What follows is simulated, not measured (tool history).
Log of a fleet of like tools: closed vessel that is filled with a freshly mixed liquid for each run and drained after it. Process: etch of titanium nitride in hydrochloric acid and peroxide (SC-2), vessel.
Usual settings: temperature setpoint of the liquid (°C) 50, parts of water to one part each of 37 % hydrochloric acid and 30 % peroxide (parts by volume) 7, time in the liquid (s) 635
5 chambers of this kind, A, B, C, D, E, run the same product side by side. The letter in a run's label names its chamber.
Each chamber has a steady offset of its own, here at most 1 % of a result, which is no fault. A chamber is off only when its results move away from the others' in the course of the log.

run    day  temperature setpoint of the liquid (°C)  parts of water to one part each of 37 % hydrochloric acid and 30 % peroxide (parts by volume)  time in the liquid (s)  hours since the thermometer was replaced  hours since the chemicals flow meter was replaced  hours since the drum of peroxide was connected  read-back film thickness of the titanium nitride reference wafer, read on the same gauge (nm)  thickness taken off the titanium nitride on a monitor wafer (nm)
 1B  0.079                                       50                                                                                              7                     635                                      1239                                              189.2                                           793.5                                                                                         119.98                                                            28.188
 2E  0.179                                       50                                                                                              7                     635                                     492.6                                             2117.2                                           210.3                                                                                         120.03                                                            28.617
 3A  0.292                                       50                                                                                              7                     635                                     113.3                                              496.9                                           507.7                                                                                            120                                                             28.15
 4D  0.392                                       50                                                                                              7                     635                                     856.6                                             1187.5                                           308.6                                                                                            120                                                            27.827
 5C  0.533                                       50                                                                                              7                     635                                     596.9                                              606.4                                           261.1                                                                                         119.99                                                            28.343
 6E    0.7                                       55                                                                                              7                     270                                     505.1                                             2129.7                                           222.8                                                                                         120.02                                                            16.814
 7B  0.829                                       55                                                                                              7                     270                                      1257                                              207.2                                           811.5                                                                                         120.02                                                            16.657
 8A  0.912                                       55                                                                                              7                     270                                     128.2                                              511.8                                           522.6                                                                                         120.01                                                            16.822
 9C  0.992                                       55                                                                                              7                     270                                     607.9                                              617.4                                           272.1                                                                                         119.99                                                            16.757
10D  1.108                                       55                                                                                              7                     270                                     873.8                                             1204.7                                           325.8                                                                                         119.99                                                            16.537
11E  1.288                                       50                                                                                              7                     635                                     519.2                                             2143.8                                           236.9                                                                                            120                                                            28.427
12B  1.408                                       50                                                                                              7                     635                                    1270.9                                              221.1                                           825.4                                                                                         119.98                                                            28.192
13C  1.504                                       50                                                                                              7                     635                                     620.2                                              629.7                                           284.4                                                                                         119.97                                                            28.094
14A  1.629                                       50                                                                                              7                     635                                     145.4                                                529                                           539.8                                                                                         120.01                                                            27.938
15D  1.804                                       50                                                                                              7                     635                                     890.5                                             1221.4                                           342.5                                                                                            120                                                            28.186
16E  1.938                                       50                                                                                              7                     635                                     534.8                                             2159.4                                           252.5                                                                                         120.04                                                            28.547
     1.996  -- chamber A: chemicals flow meter replaced
17B  2.054                                       58                                                                                              7                     635                                    1286.4                                              236.6                                           840.9                                                                                            120                                                             47.34
18A  2.212                                       58                                                                                              7                     635                                     159.4                                                5.2                                           553.8                                                                                         120.03                                                            48.064
19D  2.346                                       58                                                                                              7                     635                                     903.5                                             1234.4                                           355.5                                                                                         119.98                                                            47.659
20C   2.45                                       58                                                                                              7                     635                                     642.9                                              652.4                                           307.1                                                                                         119.98                                                            47.578
21B  2.621                                       58                                                                                              7                     635                                      1300                                              250.2                                           854.5                                                                                         119.99                                                            47.041
22C  2.725                                       50                                                                                              7                     335                                     649.5                                                659                                           313.7                                                                                         119.95                                                            14.843
23A  2.817                                       50                                                                                              7                     335                                     173.9                                               19.7                                           568.3                                                                                         119.98                                                            14.891
24D  2.929                                       50                                                                                              7                     335                                     917.5                                             1248.4                                           369.5                                                                                         119.97                                                            14.884
25E  3.075                                       50                                                                                              7                     335                                     562.1                                             2186.7                                           279.8                                                                                         119.98                                                            14.952
26D  3.175                                       50                                                                                              7                     335                                     923.4                                             1254.3                                           375.4                                                                                         120.04                                                            14.848
27C  3.321                                       50                                                                                              7                     635                                     663.8                                              673.3                                             328                                                                                         119.97                                                            28.149
     3.358  -- chamber E: chemicals flow meter replaced
28E  3.421                                       50                                                                                              7                     635                                     570.4                                                1.6                                           288.1                                                                                            120                                                            28.322
29B  3.596                                       50                                                                                              7                     635                                    1323.4                                              273.6                                           877.9                                                                                         120.07                                                            28.167
30A  3.721                                       50                                                                                              7                     635                                     195.6                                               41.4                                             590                                                                                         120.01                                                            28.192
31A  3.875                                     45.5                                                                                              7                     445                                     199.3                                               45.1                                           593.7                                                                                         120.02                                                            14.608
32E  4.004                                     45.5                                                                                              7                     445                                     584.4                                               15.6                                           302.1                                                                                            120                                                            14.476
33C  4.083                                     45.5                                                                                              7                     445                                     682.1                                              691.6                                           346.3                                                                                            120                                                            14.556

Is one chamber off against the others, does the gauge drift, or is nothing wrong? If a chamber is off, say which, and what the likeliest cause is.

No chamber stands off beyond its own small offset, and the gauge holds steady.
